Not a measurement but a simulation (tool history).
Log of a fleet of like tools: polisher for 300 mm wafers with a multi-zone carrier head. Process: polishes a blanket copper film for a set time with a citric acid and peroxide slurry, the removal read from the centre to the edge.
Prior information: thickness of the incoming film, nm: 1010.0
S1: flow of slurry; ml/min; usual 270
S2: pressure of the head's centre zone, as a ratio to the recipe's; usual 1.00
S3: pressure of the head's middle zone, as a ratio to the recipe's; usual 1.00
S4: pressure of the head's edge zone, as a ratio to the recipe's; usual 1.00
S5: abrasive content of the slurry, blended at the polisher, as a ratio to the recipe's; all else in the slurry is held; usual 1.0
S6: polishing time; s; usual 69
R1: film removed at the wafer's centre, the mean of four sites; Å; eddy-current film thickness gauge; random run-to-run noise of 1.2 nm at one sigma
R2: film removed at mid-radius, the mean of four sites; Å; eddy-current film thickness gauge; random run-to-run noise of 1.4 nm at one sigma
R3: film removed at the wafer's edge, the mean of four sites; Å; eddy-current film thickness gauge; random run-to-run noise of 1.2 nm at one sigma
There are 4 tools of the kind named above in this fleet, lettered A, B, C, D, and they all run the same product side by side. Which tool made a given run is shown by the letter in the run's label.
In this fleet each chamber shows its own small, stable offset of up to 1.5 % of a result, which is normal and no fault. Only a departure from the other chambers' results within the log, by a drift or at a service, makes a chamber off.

At hour 6.9: chamber B: worn pad replaced by a new one.
Run 1C, hour 10.6: usual settings. Result: R1 1569.0 Å, R2 1583.4 Å, R3 1590.7 Å.
Run 2D, hour 24.2: usual settings. Result: R1 1592.1 Å, R2 1593.1 Å, R3 1578.6 Å.
Run 3A, hour 35.7: usual settings. Result: R1 1569.0 Å, R2 1609.8 Å, R3 1580.4 Å.
At hour 44.9: chamber C: slurry nozzle cleaned.
Run 4B, hour 50.6: usual settings. Result: R1 1569.0 Å, R2 1573.2 Å, R3 1588.7 Å.
At hour 52.1: chamber D: worn pad replaced by a new one.
Run 5A, hour 62.8: usual settings. Result: R1 1585.3 Å, R2 1600.8 Å, R3 1598.4 Å.
Run 6C, hour 70.3: usual settings. Result: R1 1583.6 Å, R2 1563.6 Å, R3 1558.4 Å.
At hour 70.8: chamber C: worn pad replaced by a new one.
Run 7B, hour 77.5: usual settings. Result: R1 1554.8 Å, R2 1560.7 Å, R3 1584.9 Å.
At hour 78.8: chamber C: edge zone pressure recalibrated.
Run 8D, hour 89.5: usual settings. Result: R1 1570.3 Å, R2 1589.0 Å, R3 1609.6 Å.
Run 9A, hour 101.8: usual settings. Result: R1 1559.6 Å, R2 1604.4 Å, R3 1590.4 Å.
At hour 114.8: chamber B: worn pad replaced by a new one.
Run 10D, hour 115.5: usual settings. Result: R1 1580.5 Å, R2 1575.1 Å, R3 1605.9 Å.
Run 11B, hour 126.1: usual settings but S1 315 ml/min, S3 0.96. Result: R1 1608.3 Å, R2 1547.9 Å, R3 1592.9 Å.
Run 12C, hour 140.7: usual settings but S1 315 ml/min, S3 0.96. Result: R1 1604.1 Å, R2 1541.8 Å, R3 1598.1 Å.
Run 13B, hour 153.2: usual settings but S1 315 ml/min, S3 0.96. Result: R1 1614.3 Å, R2 1555.0 Å, R3 1573.7 Å.
Run 14A, hour 166.8: usual settings but S1 315 ml/min, S3 0.96. Result: R1 1568.3 Å, R2 1525.2 Å, R3 1600.6 Å.
Run 15C, hour 178.8: usual settings. Result: R1 1585.2 Å, R2 1599.4 Å, R3 1567.3 Å.
Run 16D, hour 188.9: usual settings but S2 0.95, S3 1.10. Result: R1 1474.4 Å, R2 1734.2 Å, R3 1581.8 Å.
At hour 194.2: chamber C: worn pad replaced by a new one.
At hour 200.5: chamber B: centre zone pressure recalibrated.
Run 17A, hour 201.7: usual settings but S2 0.95, S3 1.10. Result: R1 1432.9 Å, R2 1684.3 Å, R3 1523.5 Å.
At hour 210.4: chamber D: worn pad replaced by a new one.
Run 18B, hour 213.3: usual settings but S2 0.95, S3 1.10. Result: R1 1478.8 Å, R2 1724.8 Å, R3 1576.2 Å.
At hour 215.4: chamber A: slurry nozzle cleaned.
At hour 222.5: chamber B: worn pad replaced by a new one.
Run 19C, hour 226.8: usual settings but S2 0.95, S3 1.10. Result: R1 1510.6 Å, R2 1728.2 Å, R3 1568.6 Å.
Run 20D, hour 235.3: usual settings. Result: R1 1589.7 Å, R2 1602.0 Å, R3 1579.1 Å.
Run 21D, hour 245.7: usual settings. Result: R1 1578.3 Å, R2 1598.1 Å, R3 1571.6 Å.
At hour 253.8: chamber A: edge zone pressure recalibrated.
Run 22A, hour 258.8: usual settings but S3 1.11, S4 1.05. Result: R1 1502.8 Å, R2 1663.9 Å, R3 1570.8 Å.
Run 23B, hour 269.4: usual settings but S3 1.11, S4 1.05. Result: R1 1571.0 Å, R2 1746.5 Å, R3 1602.4 Å.
Run 24C, hour 276.2: usual settings but S3 1.11, S4 1.05. Result: R1 1601.9 Å, R2 1737.0 Å, R3 1625.0 Å.
Run 25A, hour 283.5: usual settings but S3 1.11, S4 1.05. Result: R1 1497.9 Å, R2 1658.1 Å, R3 1552.2 Å.
At hour 292.7: chamber D: edge zone pressure recalibrated.
Run 26D, hour 295.9: usual settings. Result: R1 1572.5 Å, R2 1555.0 Å, R3 1570.7 Å.
Run 27C, hour 304.3: usual settings. Result: R1 1554.8 Å, R2 1574.3 Å, R3 1587.5 Å.
Run 28B, hour 311.9: usual settings but S5 1.1. Result: R1 1622.7 Å, R2 1603.0 Å, R3 1611.1 Å.
Run 29A, hour 318.4: usual settings but S5 1.1. Result: R1 1492.8 Å, R2 1528.5 Å, R3 1548.2 Å.
Run 30C, hour 329.3: usual settings but S5 1.1. Result: R1 1623.4 Å, R2 1615.0 Å, R3 1640.0 Å.

Each of the 4 chambers runs these same settings next. Fill in every chamber's results:
Run 31A, hour 339.9: usual settings but S1 340 ml/min. Result: R1 ?, R2 ?, R3 ?.
Run 31B, hour 339.9: usual settings but S1 340 ml/min. Result: R1 ?, R2 ?, R3 ?.
Run 31C, hour 339.9: usual settings but S1 340 ml/min. Result: R1 ?, R2 ?, R3 ?.
Run 31D, hour 339.9: usual settings but S1 340 ml/min. Result: R1 ?, R2 ?, R3 ?.

run      R1      R2      R3
31A  1489.8  1499.8  1506.6
31B  1653.1  1617.3  1577.3
31C  1622.5  1614.0  1616.2
31D  1607.9  1627.9  1608.7

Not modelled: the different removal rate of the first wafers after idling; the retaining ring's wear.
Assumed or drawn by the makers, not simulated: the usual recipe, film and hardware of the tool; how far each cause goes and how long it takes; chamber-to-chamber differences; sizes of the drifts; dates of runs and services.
